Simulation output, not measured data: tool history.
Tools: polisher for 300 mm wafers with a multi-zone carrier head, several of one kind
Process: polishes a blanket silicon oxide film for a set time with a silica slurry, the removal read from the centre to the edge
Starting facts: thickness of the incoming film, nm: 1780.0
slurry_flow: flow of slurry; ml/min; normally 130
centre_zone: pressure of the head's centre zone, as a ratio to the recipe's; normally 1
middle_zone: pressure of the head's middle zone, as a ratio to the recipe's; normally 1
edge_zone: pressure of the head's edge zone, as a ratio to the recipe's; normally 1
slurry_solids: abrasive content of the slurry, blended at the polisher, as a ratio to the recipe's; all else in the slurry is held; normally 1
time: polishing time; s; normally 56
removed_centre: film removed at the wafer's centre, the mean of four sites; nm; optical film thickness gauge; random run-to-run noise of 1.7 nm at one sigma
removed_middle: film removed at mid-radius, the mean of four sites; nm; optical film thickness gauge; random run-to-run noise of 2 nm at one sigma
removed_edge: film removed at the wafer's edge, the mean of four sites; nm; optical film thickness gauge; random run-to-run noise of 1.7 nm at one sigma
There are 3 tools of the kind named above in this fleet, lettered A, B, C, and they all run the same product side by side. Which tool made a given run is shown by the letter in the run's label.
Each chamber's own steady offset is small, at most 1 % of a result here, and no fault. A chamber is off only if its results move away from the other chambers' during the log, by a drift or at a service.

run,day,slurry_flow,centre_zone,middle_zone,edge_zone,slurry_solids,time,wafers polished on this pad,hours since the slurry nozzle was cleaned,hours since the centre zone pressure was calibrated,hours since the edge zone pressure was calibrated,removed_centre,removed_middle,removed_edge
# day 0.021: chamber A: centre zone pressure recalibrated
1C,0.346,130,1,1,1,1,56,1279,65.7,103.2,307,214.68,216.33,212.29
2B,0.8,130,1,1,1,1,56,279,200.6,216.6,727.4,216.56,217.7,215.86
# day 0.929: chamber C: worn pad replaced by a new one
3A,1.025,130,1,1,1,1,56,689,288.4,24.2,209.7,219.28,217.9,213.8
4A,1.238,130,1,1,1,1,56,726,293.5,29.3,214.8,218.51,217.62,214.36
5B,1.504,130,1,1,1,1,56,401,217.5,233.5,744.3,213.33,218.36,216.77
6C,1.758,130,1,1,1,1,56,144,99.6,137.1,340.9,216.72,218.83,217.22
7B,2.225,130,1,1,1,1,56,527,234.8,250.8,761.6,212.67,214.6,216.28
8C,2.542,130,1,1,1,1,56,281,118.4,155.9,359.7,222.87,220.78,216.06
# day 2.612: chamber B: slurry nozzle cleaned
9A,2.796,130,1,1,1,1,56,998,330.9,66.7,252.2,220.16,220.71,214.83
10A,3.017,130,1,1,1,1,56,1036,336.2,72,257.5,217.81,216.96,215.59
11C,3.292,130,1,1,1,1,56,412,136.4,173.9,377.7,219.68,213.18,216.81
# day 3.454: chamber A: worn pad replaced by a new one
12B,3.604,130,1,1,1,1,56,767,23.8,283.9,794.7,216.39,220.75,216.8
13A,3.938,130,1,1,1,1,56,84,358.3,94.1,279.6,218.73,218.52,213.94
14B,4.375,130,1,1,1,1,56,902,42.3,302.4,813.2,217.97,219.34,214.64
15C,4.762,130,1,1,1,1,56,668,171.7,209.2,413,223.45,217.35,214.58
16A,5.079,130,1,1,1,1,56,283,385.7,121.5,307,220.81,215.82,216.56
17C,5.312,130,1,1,1,1,56,764,184.9,222.4,426.2,221.75,221.38,213.15
18B,5.704,130,1,1,1,1,56,1134,74.2,334.3,845.1,215.56,217.29,219.25
19A,5.929,130,1,1,1,1,56,431,406.1,141.9,327.4,221.27,217.39,216.28
20B,6.267,130,1.07,1,1,1,56,1232,87.7,347.8,858.6,231.82,218.39,219.4
21C,6.762,130,1.07,1,1,1,56,1017,219.7,257.2,461,246.64,220.04,220.41
22A,7.004,130,1.07,1,1,1,56,618,431.9,167.7,353.2,233.88,218.04,217.81
# day 7.262: chamber B: worn pad replaced by a new one
23B,7.379,130,1,1,1,1,56,20,114.4,374.5,885.3,216.66,220.92,218.58
24C,7.779,130,1,1,1,1,56,1194,244.1,281.6,485.4,232.58,219.68,218.15
25C,8.233,130,1,1,1,1,56,1273,255,292.5,496.3,230.57,214.49,213.26
26A,8.5,130,1,1,1,1,56,879,467.8,203.6,389.1,221.3,216.6,213.55
# day 8.512: chamber C: worn pad replaced by a new one
27B,8.921,130,1,1,1,1,56,289,151.4,411.5,922.3,211.66,219.11,218.11
28A,9.375,155,1,1,1,1,62,1032,488.8,224.6,410.1,252.13,249.06,240.53
29B,9.825,155,1,1,1,1,62,447,173.1,433.2,944,247.95,247.79,247.27
# day 10.062: chamber C: edge zone pressure recalibrated
30C,10.162,155,1,1,1,1,62,288,301.3,338.8,2.4,266.7,249.91,246.1
31B,10.462,130,1,1,1,1,56,558,188.4,448.5,959.3,214.66,213.68,216.31
32C,10.796,130,1,1,1,1.1,56,398,316.5,354,17.6,244.8,228.03,223.64
# day 10.896: chamber A: worn pad replaced by a new one
33A,11.046,130,1,1,1,1.1,56,26,528.9,264.7,450.2,232.11,230.79,220.36
34C,11.496,130,1,1,1,1.1,56,520,333.3,370.8,34.4,243.98,229.17,222.93
35A,11.95,130,1,1,1,1,56,184,550.6,286.4,471.9,222.72,218.76,214.32
36B,12.254,130,1,1,1,1,56,870,231.4,491.5,1002.3,214.84,224.32,216.89
37C,12.617,130,1,1,1,1,56,716,360.2,397.7,61.3,236.68,216.58,217.54

Is one chamber off against the others, does the gauge drift, or is nothing wrong? If a chamber is off, say which, and what the likeliest cause is.

Little by little, chamber C moves away from the other chambers.
Likeliest cause: centre zone's pressure above its setpoint, % = 7.92.

Here are 4 candidates for chamber C's next run, each the usual settings with a change, their results left as question marks. Which one brings its results back in line with what the others give on the usual settings?
A result is in line if it is within this distance of the other chambers' mean on the usual settings: removed_centre 6.1 nm; removed_middle 7.1 nm; removed_edge 6.1 nm
38C-1,12.971,130,1.03,0.99,0.99,1,56,,,,,?,?,?
38C-2,12.971,130,0.97,1.01,1.01,1,56,,,,,?,?,?
38C-3,12.971,135,1.07,0.98,0.98,1,56,,,,,?,?,?
38C-4,12.971,125,0.93,1.02,1.02,1,56,,,,,?,?,?

Mean of the other chambers on the usual settings: removed_centre 217.86 nm; removed_middle 217.86 nm; removed_edge 215.79 nm
run,removed_centre,removed_middle,removed_edge
38C-1,244.66,216.17,215.69
38C-2,229.19,220.23,217.9
38C-3,257.35,215.87,215.82
38C-4,216.7,220.34,217.67
Change 38C-4 lands the chamber within the allowed miss of the other chambers.
